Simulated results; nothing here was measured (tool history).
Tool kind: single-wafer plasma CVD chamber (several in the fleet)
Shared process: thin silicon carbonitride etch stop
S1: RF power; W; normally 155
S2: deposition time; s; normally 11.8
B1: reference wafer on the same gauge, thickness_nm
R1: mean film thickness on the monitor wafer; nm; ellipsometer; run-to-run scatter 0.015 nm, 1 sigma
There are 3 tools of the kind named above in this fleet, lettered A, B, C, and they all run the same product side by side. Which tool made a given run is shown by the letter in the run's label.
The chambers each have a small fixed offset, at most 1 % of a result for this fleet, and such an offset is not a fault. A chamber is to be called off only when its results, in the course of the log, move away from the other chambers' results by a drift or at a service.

run 1A hour=4.9 | S1=155 S2=11.8 | B1=5.9498 | R1=6.2575
run 2B hour=12.9 | S1=155 S2=11.8 | B1=5.9447 | R1=6.2146
run 3C hour=19.4 | S1=155 S2=11.8 | B1=5.949 | R1=6.275
run 4B hour=26.7 | S1=155 S2=11.8 | B1=5.9463 | R1=6.234
run 5A hour=33.7 | S1=155 S2=11.8 | B1=5.95 | R1=6.2362
run 6C hour=40 | S1=155 S2=10.2 | B1=5.9478 | R1=5.4302
run 7A hour=47.8 | S1=155 S2=10.2 | B1=5.95 | R1=5.3756
run 8B hour=52.3 | S1=155 S2=10.2 | B1=5.9485 | R1=5.3728
run 9C hour=58.2 | S1=155 S2=11.8 | B1=5.9524 | R1=6.2593
run 10B hour=65 | S1=155 S2=11.8 | B1=5.9512 | R1=6.2328
run 11A hour=70.6 | S1=155 S2=11.8 | B1=5.9484 | R1=6.2166
run 12C hour=79.2 | S1=155 S2=11.8 | B1=5.9463 | R1=6.2866
run 13A hour=84.3 | S1=155 S2=11.8 | B1=5.9533 | R1=6.1814
run 14B hour=90.5 | S1=155 S2=11.8 | B1=5.9475 | R1=6.2383
run 15C hour=94.7 | S1=155 S2=11.8 | B1=5.9535 | R1=6.2921
run 16C hour=100.2 | S1=155 S2=11.8 | B1=5.9527 | R1=6.2981
run 17B hour=106.2 | S1=155 S2=11.8 | B1=5.9513 | R1=6.2357
run 18A hour=111.8 | S1=155 S2=11.8 | B1=5.948 | R1=6.2364
run 19B hour=118.3 | S1=155 S2=11.8 | B1=5.9464 | R1=6.2382
-- hour=122.7 chamber A: RF generator calibrated
run 20A hour=125.7 | S1=155 S2=11.8 | B1=5.9511 | R1=6.2474
run 21C hour=132.2 | S1=155 S2=11.8 | B1=5.9467 | R1=6.2675
run 22A hour=140.5 | S1=155 S2=11.8 | B1=5.9489 | R1=6.2272
run 23C hour=146.1 | S1=155 S2=11.8 | B1=5.946 | R1=6.3143
run 24B hour=150.7 | S1=155 S2=11.8 | B1=5.9489 | R1=6.219
run 25A hour=155.3 | S1=155 S2=11.8 | B1=5.9545 | R1=6.2224
run 26C hour=162.8 | S1=155 S2=11.8 | B1=5.9516 | R1=6.3114
run 27B hour=171.1 | S1=155 S2=11.8 | B1=5.9459 | R1=6.241
run 28A hour=177.8 | S1=155 S2=11.8 | B1=5.9506 | R1=6.2476
run 29B hour=181.7 | S1=155 S2=11.8 | B1=5.9483 | R1=6.1883
run 30C hour=189.6 | S1=155 S2=11.8 | B1=5.9464 | R1=6.3164
run 31A hour=194.4 | S1=155 S2=11.8 | B1=5.953 | R1=6.2205
run 32B hour=199.5 | S1=155 S2=11.8 | B1=5.9508 | R1=6.2158
run 33C hour=204.5 | S1=155 S2=11.8 | B1=5.9494 | R1=6.2964
run 34C hour=211.8 | S1=155 S2=11.8 | B1=5.9507 | R1=6.3252
run 35A hour=216 | S1=155 S2=11.8 | B1=5.9443 | R1=6.2478
run 36B hour=223.7 | S1=165 S2=9.6 | B1=5.9507 | R1=5.1515
run 37C hour=227.9 | S1=165 S2=9.6 | B1=5.9471 | R1=5.2088
run 38A hour=231.7 | S1=165 S2=9.6 | B1=5.9454 | R1=5.1646
run 39B hour=240 | S1=155 S2=11.8 | B1=5.95 | R1=6.2164
run 40A hour=248.4 | S1=155 S2=11.8 | B1=5.9469 | R1=6.2401

All chambers now run identical settings, listed one chamber a line with results as question marks. What results will each chamber show?
run 41A hour=254.7 | S1=155 S2=11.8 | R1=?
run 41B hour=254.7 | S1=155 S2=11.8 | R1=?
run 41C hour=254.7 | S1=155 S2=11.8 | R1=?

run=41A R1=6.2249
run=41B R1=6.2052
run=41C R1=6.2683

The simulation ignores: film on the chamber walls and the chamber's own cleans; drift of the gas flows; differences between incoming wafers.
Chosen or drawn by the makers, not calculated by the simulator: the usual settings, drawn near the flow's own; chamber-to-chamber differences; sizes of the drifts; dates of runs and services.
